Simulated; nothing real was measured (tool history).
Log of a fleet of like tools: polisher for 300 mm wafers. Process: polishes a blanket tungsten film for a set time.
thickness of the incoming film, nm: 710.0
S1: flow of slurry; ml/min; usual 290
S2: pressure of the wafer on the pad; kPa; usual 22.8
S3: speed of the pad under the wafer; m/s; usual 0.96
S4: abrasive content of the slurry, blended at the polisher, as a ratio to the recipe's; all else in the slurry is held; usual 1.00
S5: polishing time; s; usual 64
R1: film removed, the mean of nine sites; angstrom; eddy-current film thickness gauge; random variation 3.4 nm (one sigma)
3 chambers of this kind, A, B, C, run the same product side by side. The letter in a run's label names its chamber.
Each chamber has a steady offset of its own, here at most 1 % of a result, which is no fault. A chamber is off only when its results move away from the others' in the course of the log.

run,hour,S1,S2,S3,S4,S5,R1
1B,3.1,290,22.8,0.96,1.00,64,2620.7
# hour 5.9: chamber C: worn pad replaced by a new one
2C,8.8,290,22.8,0.96,1.00,64,2662.5
3A,14.4,290,22.8,0.96,1.00,64,2642.3
4C,18.8,290,22.8,0.96,1.00,64,2593.8
5A,24.5,290,22.8,0.96,1.00,64,2627.5
# hour 29.7: chamber C: slurry tank refilled with fresh slurry and peroxide
6B,29.9,290,22.8,0.96,1.00,64,2574.2
# hour 31.8: chamber B: worn pad replaced by a new one
7C,34.6,290,22.8,0.96,1.00,64,2621.8
# hour 37.4: chamber A: slurry blender recalibrated
8A,39.7,290,22.8,0.96,1.00,64,2601.2
9B,44.8,290,22.8,0.96,1.00,64,2594.6
10A,49.8,290,22.8,0.96,1.00,64,2583.7
11B,53.5,290,22.8,0.96,1.00,64,2591.1
12C,56.4,290,22.8,0.96,1.00,64,2608.9
# hour 58.3: chamber A: worn pad replaced by a new one
13C,62.0,290,22.8,0.96,1.00,64,2610.4
14A,65.1,290,22.8,0.96,1.00,64,2622.8
15B,69.5,290,22.8,0.96,1.00,64,2608.1
16C,73.9,290,22.8,0.96,1.00,64,2619.9
17B,79.9,290,22.8,0.96,1.00,64,2615.6
18A,84.7,290,22.8,0.96,1.00,64,2593.0
19C,88.7,290,22.8,0.96,1.00,64,2605.5
# hour 89.2: chamber C: worn pad replaced by a new one
20B,95.0,290,22.8,0.96,1.00,64,2564.1
21A,99.3,290,22.8,0.96,1.00,64,2504.3
# hour 103.0: chamber B: slurry tank refilled with fresh slurry and peroxide
22A,104.1,290,22.8,0.96,1.00,64,2544.5
23B,108.3,325,22.8,0.96,1.00,55,2187.9
24C,112.0,325,22.8,0.96,1.00,55,2217.9
25A,115.0,325,22.8,0.96,1.00,55,2172.9
# hour 115.6: chamber B: worn pad replaced by a new one
26C,119.2,290,22.8,1.20,1.00,64,3192.3
27B,125.2,290,22.8,1.20,1.00,64,3217.6
28B,130.6,290,22.8,1.20,1.00,64,3215.6
29A,135.5,290,22.8,0.96,1.00,64,2463.0
# hour 136.2: chamber C: slurry tank refilled with fresh slurry and peroxide
# hour 139.4: chamber A: worn pad replaced by a new one
30C,141.6,290,22.8,0.66,1.15,64,1880.0
31A,145.2,290,22.8,0.66,1.15,64,1715.4
32B,151.0,290,22.8,0.66,1.15,64,1850.1
33C,156.1,290,22.8,0.96,1.00,64,2552.9
34B,161.6,290,22.8,0.96,1.00,64,2621.3
35C,167.5,290,22.8,0.96,1.00,64,2643.2
36A,170.6,290,22.8,0.96,1.00,64,2409.7
37B,173.6,290,22.8,0.96,1.00,64,2570.2
# hour 175.6: chamber C: worn pad replaced by a new one
38C,178.0,290,22.8,0.96,1.00,64,2629.6
# hour 178.9: chamber C: slurry nozzle cleaned
# hour 181.4: chamber B: worn pad replaced by a new one
39A,184.2,290,22.8,0.96,1.00,64,2349.0
40C,187.8,290,22.8,0.96,1.00,64,2615.9
41B,193.2,290,22.8,0.96,1.00,64,2611.4
# hour 197.7: chamber B: slurry tank refilled with fresh slurry and peroxide
42A,198.0,290,22.8,0.96,1.00,64,2314.0
43A,204.0,290,22.8,0.96,1.00,64,2320.7
44B,206.9,290,22.8,0.96,1.00,64,2629.7

Is one chamber off against the others, does the gauge drift, or is nothing wrong? If a chamber is off, say which, and what the likeliest cause is.

Chamber A drifts away from the others.
Cause: peroxide lost from the slurry, % = 30.3.
The log may not tell that from: head's pressure below its setpoint, %.

Here are 4 candidates for chamber A's next run, each the usual settings with a change, their results left as question marks. Which one brings its results back in line with what the others give on the usual settings?
In line means no further than this from the other chambers' mean on the usual settings: R1 120.0 angstrom
45A-1,211.6,290,24.1,1.00,1.00,67,?
45A-2,211.6,295,26.2,0.96,1.00,72,?
45A-3,211.6,290,21.4,0.96,1.00,60,?
45A-4,211.6,290,20.7,0.88,1.00,60,?

The other chambers' mean on the usual settings: R1 2606.4 angstrom
run,R1
45A-1,2619.8
45A-2,2940.6
45A-3,1990.0
45A-4,1762.0
45A-1 brings the chamber back in line.

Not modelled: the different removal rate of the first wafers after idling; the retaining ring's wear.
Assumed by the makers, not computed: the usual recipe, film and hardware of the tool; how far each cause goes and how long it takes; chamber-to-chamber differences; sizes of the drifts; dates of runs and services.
